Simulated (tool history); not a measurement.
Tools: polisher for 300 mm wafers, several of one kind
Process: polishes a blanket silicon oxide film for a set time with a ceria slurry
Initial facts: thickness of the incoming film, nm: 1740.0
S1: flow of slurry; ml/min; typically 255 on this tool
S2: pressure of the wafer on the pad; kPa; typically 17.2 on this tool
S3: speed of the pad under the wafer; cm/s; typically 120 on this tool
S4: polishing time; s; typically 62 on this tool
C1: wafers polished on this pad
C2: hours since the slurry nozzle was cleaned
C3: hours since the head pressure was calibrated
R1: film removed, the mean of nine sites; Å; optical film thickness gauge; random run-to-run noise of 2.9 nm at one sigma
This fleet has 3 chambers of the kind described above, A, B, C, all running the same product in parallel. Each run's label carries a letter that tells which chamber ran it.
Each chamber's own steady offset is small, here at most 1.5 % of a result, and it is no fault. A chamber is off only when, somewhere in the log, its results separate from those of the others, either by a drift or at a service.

run	day	S1	S2	S3	S4	C1	C2	C3	R1
1A	0.567	255	17.2	120	62	857	315.9	593.1	2102.6
2C	1.129	255	17.2	120	62	338	146.1	613.6	2090.5
3B	1.642	255	17.2	120	62	484	767.4	354.3	2085.9
4A	1.938	255	17.2	120	62	1091	348.8	626.0	2123.5
# day 2.250: chamber B: slurry nozzle cleaned
5B	2.258	255	17.2	120	62	590	0.2	369.1	2091.6
# day 2.379: chamber B: worn pad replaced by a new one
6C	2.688	255	17.2	120	62	604	183.5	651.0	2164.6
7A	3.071	255	17.2	120	62	1285	376.0	653.2	2118.2
8C	3.683	285	17.2	146	62	774	207.4	674.9	2594.0
9B	4.104	285	17.2	146	62	294	44.5	413.4	2601.8
# day 4.596: chamber A: slurry nozzle cleaned
10C	4.725	285	17.2	146	62	952	232.4	699.9	2587.1
# day 5.179: chamber C: worn pad replaced by a new one
11B	5.329	255	17.2	120	62	504	73.9	442.8	2082.2
# day 5.517: chamber B: worn pad replaced by a new one
12A	5.850	255	17.2	120	62	1760	30.1	719.9	2089.4
13A	6.271	255	17.2	120	62	1831	40.2	730.0	2062.1
14B	6.583	255	17.2	120	62	182	104.0	472.9	2141.5
15C	6.900	255	17.2	120	62	294	284.6	752.1	2126.2
16A	7.529	255	17.2	120	62	2046	70.4	760.2	2017.1
17B	8.150	255	17.2	120	62	450	141.6	510.5	2116.8
18C	8.762	255	17.2	120	62	612	329.3	796.8	2073.2
# day 8.875: chamber B: worn pad replaced by a new one
19A	9.079	255	17.2	120	62	2311	107.6	797.4	1988.6
# day 9.296: chamber B: head pressure recalibrated
20C	9.408	255	17.2	120	62	723	344.8	812.3	2133.7
21B	9.950	255	17.2	120	62	184	184.8	15.7	2104.9
22B	10.325	255	17.2	120	62	248	193.8	24.7	2083.1
# day 10.371: chamber C: worn pad replaced by a new one
23C	10.854	255	17.2	120	62	82	379.5	847.0	2085.5
24A	11.162	195	17.2	84	62	2667	157.6	847.4	1315.4
25B	11.733	195	17.2	84	62	489	227.6	58.5	1421.6
# day 12.292: chamber B: worn pad replaced by a new one
26A	12.342	195	17.2	84	62	2869	185.9	875.7	1334.6
27C	12.829	255	17.2	120	62	420	426.9	894.4	2121.0
28B	13.446	255	17.2	120	62	197	268.7	99.6	2099.2
29A	13.846	255	17.2	120	62	3126	222.0	911.8	1989.1
30C	14.475	255	17.2	120	62	701	466.4	933.9	2170.1
31C	14.912	255	17.2	120	62	776	476.9	944.4	2093.7
32A	15.208	210	17.2	120	62	3359	254.7	944.5	1911.4
33B	15.700	210	17.2	120	62	582	322.8	153.7	2093.0
# day 15.792: chamber B: worn pad replaced by a new one
34B	16.238	210	17.2	120	62	76	335.7	166.6	2057.0

Decide between three cases: one chamber stands off from its peers, the gauge reading all wafers drifts, or nothing is wrong past each chamber's small offset. Where a chamber is off, say which and what most likely put it there.

It is chamber A that slowly wanders off from its peers.
What lies behind it: removal rate lost through wear of the pad, % = 7.77.
Not necessarily distinguishable in this log from: head's pressure below its setpoint, %.

Which of the 4 candidates below, each the usual settings with something changed and its results left as question marks, puts chamber A back in line with what the other chambers give on the usual settings?
In line means no further than this from the other chambers' mean on the usual settings: R1 100.0 Å
35A-1	16.692	255	15.9	120	57				?
35A-2	16.692	255	15.9	120	62				?
35A-3	16.692	255	17.9	124	64				?
35A-4	16.692	255	17.2	142	62				?

Other chambers, usual settings, mean: R1 2113.6 Å
run	R1
35A-1	1649.3
35A-2	1793.9
35A-3	2159.3
35A-4	2305.6
The right change is 35A-3: it brings the chamber back within the allowed miss of the others.
